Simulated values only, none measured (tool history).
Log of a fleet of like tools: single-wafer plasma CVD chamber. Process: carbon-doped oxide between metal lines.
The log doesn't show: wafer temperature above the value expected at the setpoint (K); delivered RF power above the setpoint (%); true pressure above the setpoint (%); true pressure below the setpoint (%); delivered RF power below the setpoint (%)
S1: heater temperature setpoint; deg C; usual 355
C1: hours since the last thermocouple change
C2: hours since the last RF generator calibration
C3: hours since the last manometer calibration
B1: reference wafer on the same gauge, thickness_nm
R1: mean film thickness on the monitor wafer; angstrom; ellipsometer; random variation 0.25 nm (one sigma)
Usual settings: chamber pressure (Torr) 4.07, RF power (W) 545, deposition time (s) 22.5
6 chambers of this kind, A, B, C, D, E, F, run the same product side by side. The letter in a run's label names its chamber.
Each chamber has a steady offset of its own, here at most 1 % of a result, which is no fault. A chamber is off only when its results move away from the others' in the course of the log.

run 1D hour=4.5 | S1=355 chamber_pressure_(Torr)=4.07 RF_power_(W)=545 deposition_time_(s)=22.5 | C1=650.9 C2=747.1 C3=106.4 | B1=97.011 | R1=1163.1
run 2B hour=9.9 | S1=355 chamber_pressure_(Torr)=4.07 RF_power_(W)=545 deposition_time_(s)=22.5 | C1=523.8 C2=295.9 C3=762.3 | B1=96.940 | R1=1170.2
run 3F hour=17.9 | S1=355 chamber_pressure_(Torr)=4.07 RF_power_(W)=545 deposition_time_(s)=22.5 | C1=1025.3 C2=901.3 C3=295.0 | B1=97.013 | R1=1152.2
run 4E hour=24.2 | S1=355 chamber_pressure_(Torr)=4.07 RF_power_(W)=545 deposition_time_(s)=22.5 | C1=637.5 C2=432.7 C3=508.0 | B1=97.044 | R1=1166.5
run 5C hour=28.9 | S1=355 chamber_pressure_(Torr)=4.07 RF_power_(W)=545 deposition_time_(s)=22.5 | C1=2049.3 C2=1075.7 C3=1652.3 | B1=97.020 | R1=1161.5
run 6A hour=32.8 | S1=355 chamber_pressure_(Torr)=4.07 RF_power_(W)=500 deposition_time_(s)=22.5 | C1=572.3 C2=559.1 C3=1177.7 | B1=96.964 | R1=1110.6
-- hour=33.7 chamber C: RF generator calibrated
-- hour=38.3 chamber C: thermocouple changed; heater temperature recalibrated
run 7F hour=39.2 | S1=355 chamber_pressure_(Torr)=4.07 RF_power_(W)=500 deposition_time_(s)=22.5 | C1=1046.6 C2=922.6 C3=316.3 | B1=97.045 | R1=1099.3
run 8A hour=43.5 | S1=355 chamber_pressure_(Torr)=4.07 RF_power_(W)=500 deposition_time_(s)=22.5 | C1=583.0 C2=569.8 C3=1188.4 | B1=96.968 | R1=1107.1
run 9E hour=48.8 | S1=355 chamber_pressure_(Torr)=4.07 RF_power_(W)=500 deposition_time_(s)=22.5 | C1=662.1 C2=457.3 C3=532.6 | B1=96.998 | R1=1106.4
run 10C hour=56.2 | S1=355 chamber_pressure_(Torr)=4.07 RF_power_(W)=500 deposition_time_(s)=22.5 | C1=18.0 C2=22.5 C3=1679.6 | B1=96.931 | R1=1103.0
run 11D hour=60.5 | S1=355 chamber_pressure_(Torr)=4.07 RF_power_(W)=500 deposition_time_(s)=22.5 | C1=706.9 C2=803.1 C3=162.4 | B1=97.021 | R1=1110.5
run 12B hour=66.7 | S1=355 chamber_pressure_(Torr)=4.07 RF_power_(W)=545 deposition_time_(s)=22.5 | C1=580.6 C2=352.7 C3=819.1 | B1=96.984 | R1=1170.6
run 13A hour=71.7 | S1=355 chamber_pressure_(Torr)=4.07 RF_power_(W)=545 deposition_time_(s)=22.5 | C1=611.2 C2=598.0 C3=1216.6 | B1=97.009 | R1=1172.2
run 14B hour=76.6 | S1=355 chamber_pressure_(Torr)=4.52 RF_power_(W)=545 deposition_time_(s)=24.2 | C1=590.5 C2=362.6 C3=829.0 | B1=96.983 | R1=1274.8
run 15E hour=83.7 | S1=355 chamber_pressure_(Torr)=4.52 RF_power_(W)=545 deposition_time_(s)=24.2 | C1=697.0 C2=492.2 C3=567.5 | B1=97.037 | R1=1267.5
run 16F hour=89.1 | S1=355 chamber_pressure_(Torr)=4.52 RF_power_(W)=545 deposition_time_(s)=24.2 | C1=1096.5 C2=972.5 C3=366.2 | B1=97.011 | R1=1261.8
run 17C hour=95.0 | S1=355 chamber_pressure_(Torr)=4.52 RF_power_(W)=545 deposition_time_(s)=24.2 | C1=56.8 C2=61.3 C3=1718.4 | B1=97.020 | R1=1265.8
run 18D hour=101.3 | S1=355 chamber_pressure_(Torr)=4.52 RF_power_(W)=545 deposition_time_(s)=24.2 | C1=747.7 C2=843.9 C3=203.2 | B1=97.001 | R1=1275.3
run 19D hour=109.1 | S1=355 chamber_pressure_(Torr)=4.52 RF_power_(W)=545 deposition_time_(s)=24.2 | C1=755.5 C2=851.7 C3=211.0 | B1=97.044 | R1=1274.4
run 20B hour=115.2 | S1=355 chamber_pressure_(Torr)=4.07 RF_power_(W)=545 deposition_time_(s)=22.5 | C1=629.1 C2=401.2 C3=867.6 | B1=97.016 | R1=1166.0
run 21E hour=119.4 | S1=355 chamber_pressure_(Torr)=4.07 RF_power_(W)=545 deposition_time_(s)=22.5 | C1=732.7 C2=527.9 C3=603.2 | B1=97.013 | R1=1163.7
run 22A hour=128.0 | S1=355 chamber_pressure_(Torr)=4.07 RF_power_(W)=545 deposition_time_(s)=22.5 | C1=667.5 C2=654.3 C3=1272.9 | B1=96.959 | R1=1167.6
run 23C hour=136.3 | S1=355 chamber_pressure_(Torr)=4.07 RF_power_(W)=545 deposition_time_(s)=22.5 | C1=98.1 C2=102.6 C3=1759.7 | B1=97.020 | R1=1158.7
run 24F hour=143.8 | S1=355 chamber_pressure_(Torr)=4.07 RF_power_(W)=545 deposition_time_(s)=22.5 | C1=1151.2 C2=1027.2 C3=420.9 | B1=97.058 | R1=1156.5
run 25F hour=151.7 | S1=355 chamber_pressure_(Torr)=4.07 RF_power_(W)=545 deposition_time_(s)=22.5 | C1=1159.1 C2=1035.1 C3=428.8 | B1=96.946 | R1=1156.2
run 26D hour=155.4 | S1=355 chamber_pressure_(Torr)=4.07 RF_power_(W)=545 deposition_time_(s)=22.5 | C1=801.8 C2=898.0 C3=257.3 | B1=97.011 | R1=1166.5
run 27E hour=161.8 | S1=355 chamber_pressure_(Torr)=4.07 RF_power_(W)=545 deposition_time_(s)=22.5 | C1=775.1 C2=570.3 C3=645.6 | B1=97.012 | R1=1172.1
run 28A hour=169.2 | S1=355 chamber_pressure_(Torr)=4.07 RF_power_(W)=545 deposition_time_(s)=22.5 | C1=708.7 C2=695.5 C3=1314.1 | B1=96.989 | R1=1173.1
run 29B hour=173.4 | S1=355 chamber_pressure_(Torr)=4.07 RF_power_(W)=545 deposition_time_(s)=22.5 | C1=687.3 C2=459.4 C3=925.8 | B1=97.006 | R1=1169.3
run 30C hour=180.4 | S1=355 chamber_pressure_(Torr)=4.07 RF_power_(W)=545 deposition_time_(s)=22.5 | C1=142.2 C2=146.7 C3=1803.8 | B1=96.978 | R1=1162.2
run 31C hour=184.6 | S1=355 chamber_pressure_(Torr)=4.07 RF_power_(W)=545 deposition_time_(s)=22.5 | C1=146.4 C2=150.9 C3=1808.0 | B1=97.023 | R1=1161.4
run 32B hour=189.6 | S1=355 chamber_pressure_(Torr)=4.07 RF_power_(W)=545 deposition_time_(s)=22.5 | C1=703.5 C2=475.6 C3=942.0 | B1=97.042 | R1=1171.7
run 33A hour=195.1 | S1=355 chamber_pressure_(Torr)=4.07 RF_power_(W)=545 deposition_time_(s)=22.5 | C1=734.6 C2=721.4 C3=1340.0 | B1=97.034 | R1=1171.2
run 34D hour=200.1 | S1=355 chamber_pressure_(Torr)=4.72 RF_power_(W)=580 deposition_time_(s)=22.5 | C1=846.5 C2=942.7 C3=302.0 | B1=97.054 | R1=1242.9
run 35E hour=206.6 | S1=355 chamber_pressure_(Torr)=4.72 RF_power_(W)=580 deposition_time_(s)=22.5 | C1=819.9 C2=615.1 C3=690.4 | B1=97.009 | R1=1233.6
run 36F hour=214.6 | S1=355 chamber_pressure_(Torr)=4.72 RF_power_(W)=580 deposition_time_(s)=22.5 | C1=1222.0 C2=1098.0 C3=491.7 | B1=96.984 | R1=1223.7
run 37F hour=222.4 | S1=355 chamber_pressure_(Torr)=4.72 RF_power_(W)=580 deposition_time_(s)=22.5 | C1=1229.8 C2=1105.8 C3=499.5 | B1=97.010 | R1=1224.1
run 38C hour=226.1 | S1=355 chamber_pressure_(Torr)=4.72 RF_power_(W)=580 deposition_time_(s)=22.5 | C1=187.9 C2=192.4 C3=1849.5 | B1=96.967 | R1=1229.7
run 39B hour=231.0 | S1=355 chamber_pressure_(Torr)=4.72 RF_power_(W)=580 deposition_time_(s)=22.5 | C1=744.9 C2=517.0 C3=983.4 | B1=97.031 | R1=1240.4
run 40E hour=236.4 | S1=355 chamber_pressure_(Torr)=4.07 RF_power_(W)=545 deposition_time_(s)=22.5 | C1=849.7 C2=644.9 C3=720.2 | B1=97.047 | R1=1164.2
run 41D hour=240.2 | S1=355 chamber_pressure_(Torr)=4.07 RF_power_(W)=545 deposition_time_(s)=22.5 | C1=886.6 C2=982.8 C3=342.1 | B1=96.947 | R1=1160.1

Is one chamber off against the others, does the gauge drift, or is nothing wrong? If a chamber is off, say which, and what the likeliest cause is.

No chamber stands off beyond its own small offset, and the gauge holds steady.
